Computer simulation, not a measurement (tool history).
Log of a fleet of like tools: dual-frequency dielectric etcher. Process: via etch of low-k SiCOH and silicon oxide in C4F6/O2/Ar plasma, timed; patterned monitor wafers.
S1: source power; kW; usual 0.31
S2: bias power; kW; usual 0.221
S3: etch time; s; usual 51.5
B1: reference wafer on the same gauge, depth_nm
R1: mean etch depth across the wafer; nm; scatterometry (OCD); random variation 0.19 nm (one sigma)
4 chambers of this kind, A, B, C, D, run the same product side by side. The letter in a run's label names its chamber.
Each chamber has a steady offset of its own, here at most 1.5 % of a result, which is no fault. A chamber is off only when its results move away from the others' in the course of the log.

Run 1B, hour 4.2: usual settings; B1 104.99. Result: R1 117.35 nm.
Run 2A, hour 11.3: usual settings; B1 104.95. Result: R1 118.14 nm.
Run 3D, hour 16.7: usual settings; B1 104.92. Result: R1 116.65 nm.
At hour 17.9: chamber C: wet clean of the chamber.
Run 4C, hour 20.4: usual settings; B1 104.97. Result: R1 117.6 nm.
Run 5D, hour 25.8: usual settings; B1 104.9. Result: R1 116.05 nm.
Run 6C, hour 30.6: usual settings; B1 104.9. Result: R1 117.25 nm.
Run 7A, hour 35.7: usual settings; B1 104.84. Result: R1 118.07 nm.
Run 8B, hour 41.3: usual settings; B1 104.81. Result: R1 117.18 nm.
Run 9A, hour 46: usual settings but S2 0.274 kW, S3 46 s; B1 104.84. Result: R1 113.25 nm.
Run 10D, hour 52.9: usual settings but S2 0.274 kW, S3 46 s; B1 104.82. Result: R1 111.82 nm.
Run 11B, hour 58.7: usual settings but S2 0.274 kW, S3 46 s; B1 104.81. Result: R1 112.69 nm.
Run 12C, hour 65.5: usual settings but S2 0.274 kW, S3 46 s; B1 104.74. Result: R1 112.64 nm.
Run 13A, hour 69.5: usual settings; B1 104.73. Result: R1 118.22 nm.
Run 14C, hour 75.5: usual settings; B1 104.73. Result: R1 116.81 nm.
Run 15D, hour 81.6: usual settings; B1 104.7. Result: R1 115.97 nm.
Run 16B, hour 90.1: usual settings; B1 104.66. Result: R1 116.98 nm.
Run 17C, hour 98.3: usual settings; B1 104.67. Result: R1 116.79 nm.
Run 18B, hour 104: usual settings; B1 104.65. Result: R1 117.43 nm.
Run 19D, hour 110.1: usual settings; B1 104.61. Result: R1 115.95 nm.
Run 20A, hour 114.9: usual settings; B1 104.6. Result: R1 118.08 nm.
Run 21B, hour 119.8: usual settings; B1 104.57. Result: R1 117.2 nm.
Run 22A, hour 125.6: usual settings; B1 104.54. Result: R1 118.27 nm.
Run 23C, hour 132.6: usual settings; B1 104.54. Result: R1 116.99 nm.
Run 24D, hour 137.7: usual settings; B1 104.54. Result: R1 115.52 nm.
Run 25B, hour 142.3: usual settings; B1 104.42. Result: R1 116.78 nm.
Run 26A, hour 147.2: usual settings; B1 104.48. Result: R1 117.42 nm.
Run 27D, hour 151.1: usual settings; B1 104.45. Result: R1 115.71 nm.
Run 28C, hour 157.3: usual settings; B1 104.43. Result: R1 116.52 nm.
Run 29C, hour 163.6: usual settings; B1 104.41. Result: R1 116.64 nm.
Run 30A, hour 168.3: usual settings; B1 104.4. Result: R1 117.3 nm.
At hour 171.9: chamber D: wet clean of the chamber.
Run 31B, hour 172.1: usual settings; B1 104.4. Result: R1 116.77 nm.
Run 32D, hour 178.2: usual settings but S1 0.34 kW, S2 0.265 kW; B1 104.37. Result: R1 127.13 nm.
Run 33B, hour 185.7: usual settings but S1 0.34 kW, S2 0.265 kW; B1 104.33. Result: R1 128.89 nm.

Next, every chamber runs the same settings. What will each give?
Run 34A, hour 191.8: usual settings but S2 0.239 kW. Result: R1 ?.
Run 34B, hour 191.8: usual settings but S2 0.239 kW. Result: R1 ?.
Run 34C, hour 191.8: usual settings but S2 0.239 kW. Result: R1 ?.
Run 34D, hour 191.8: usual settings but S2 0.239 kW. Result: R1 ?.

run      R1
34A  120.51
34B  119.74
34C  119.66
34D  118.67
